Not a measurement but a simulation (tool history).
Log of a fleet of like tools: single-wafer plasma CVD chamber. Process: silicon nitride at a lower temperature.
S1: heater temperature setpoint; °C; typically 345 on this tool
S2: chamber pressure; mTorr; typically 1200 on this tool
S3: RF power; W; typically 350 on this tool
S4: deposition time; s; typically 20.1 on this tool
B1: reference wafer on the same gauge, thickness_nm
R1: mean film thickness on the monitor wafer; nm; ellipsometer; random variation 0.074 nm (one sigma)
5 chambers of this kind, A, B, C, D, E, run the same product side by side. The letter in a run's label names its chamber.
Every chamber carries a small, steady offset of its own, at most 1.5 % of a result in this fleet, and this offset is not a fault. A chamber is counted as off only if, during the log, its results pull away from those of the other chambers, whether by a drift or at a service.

run	hour	S1	S2	S3	S4	B1	R1
1D	8.4	345	1200	350	20.1	25.502	24.205
2B	16.2	345	1200	350	20.1	25.504	24.246
3C	26.3	345	1200	350	20.1	25.512	24.431
4A	35.4	345	1200	350	20.1	25.488	24.067
5E	46	336	1200	305	20.1	25.485	22.155
6D	51.4	336	1200	305	20.1	25.488	22.18
7E	62.1	336	1200	305	20.1	25.498	22.213
8C	70	336	1200	305	20.1	25.493	22.417
9A	75.6	336	1200	305	20.1	25.488	22.154
10B	83.2	345	1200	285	18.1	25.498	19.087
11E	93.9	345	1200	285	18.1	25.498	18.997
12D	101.5	345	1200	285	18.1	25.503	18.981
13A	107.7	345	1200	285	18.1	25.509	18.912
14B	115.2	345	1200	285	18.1	25.506	18.98
15C	125.3	345	1200	350	20.1	25.513	24.565
16E	134.3	345	1200	350	20.1	25.509	24.2
17C	142.2	345	1200	350	20.1	25.506	24.366
18B	149.4	345	1200	350	20.1	25.493	24.31
19D	157.5	345	1100	350	17.9	25.501	21.035
20A	163.2	345	1100	350	17.9	25.494	20.828
21A	175	345	1100	350	17.9	25.501	20.798
22C	182.3	345	1100	350	17.9	25.498	21.163
23B	189.8	345	1100	350	17.9	25.519	21.112
24D	198.3	345	1200	350	20.1	25.479	24.199
25E	210.2	340	1200	350	20.1	25.532	24.282
26D	220.1	340	1200	350	20.1	25.508	24.226
# hour 221.4: chamber A: capacitance manometer re-zeroed and calibrated
27E	225.9	340	1200	350	20.1	25.515	24.284
28B	232.2	340	1200	350	20.1	25.503	24.321
29C	238.4	340	1200	350	20.1	25.488	24.554
30A	246.9	345	1200	350	20.1	25.491	23.582
31A	258	345	1200	350	20.1	25.493	23.602
32B	268.9	354	1200	350	20.1	25.492	24.231
33C	276.3	354	1200	350	20.1	25.49	24.466
34D	284.1	354	1200	350	20.1	25.496	24.053
35E	290.7	354	1200	350	20.1	25.5	24.264
36C	297.9	354	1200	350	20.1	25.498	24.373
37A	308.2	345	1200	350	20.1	25.499	23.375
38E	320.5	345	1200	350	20.1	25.503	24.228

Read the log: is a single chamber off, either drifting away or since a service, is the gauge that measures every chamber drifting, or is nothing wrong beyond small per-chamber offsets? Name any odd chamber and what most likely caused it.

It is chamber A that slowly wanders off from its peers.
Likeliest cause: delivered RF power below the setpoint (%) = 5.21.

Below are 4 candidate recipes for chamber A's next run, each the usual settings with a change, their results shown as question marks. Which of them brings A's results back in line with what the other chambers give on the usual settings?
To be in line, a result may differ from the other chambers' mean on the usual settings by at most: R1 0.26 nm
39A-1	329.4	345	1130	350	20.1		?
39A-2	329.4	345	1200	375	20.1		?
39A-3	329.4	345	1190	345	19.6		?
39A-4	329.4	345	1270	350	20.1		?

Usual-settings mean across the other chambers: R1 24.298 nm
run	R1
39A-1	22.9
39A-2	24.377
39A-3	22.469
39A-4	23.711
39A-2 brings the chamber back in line.
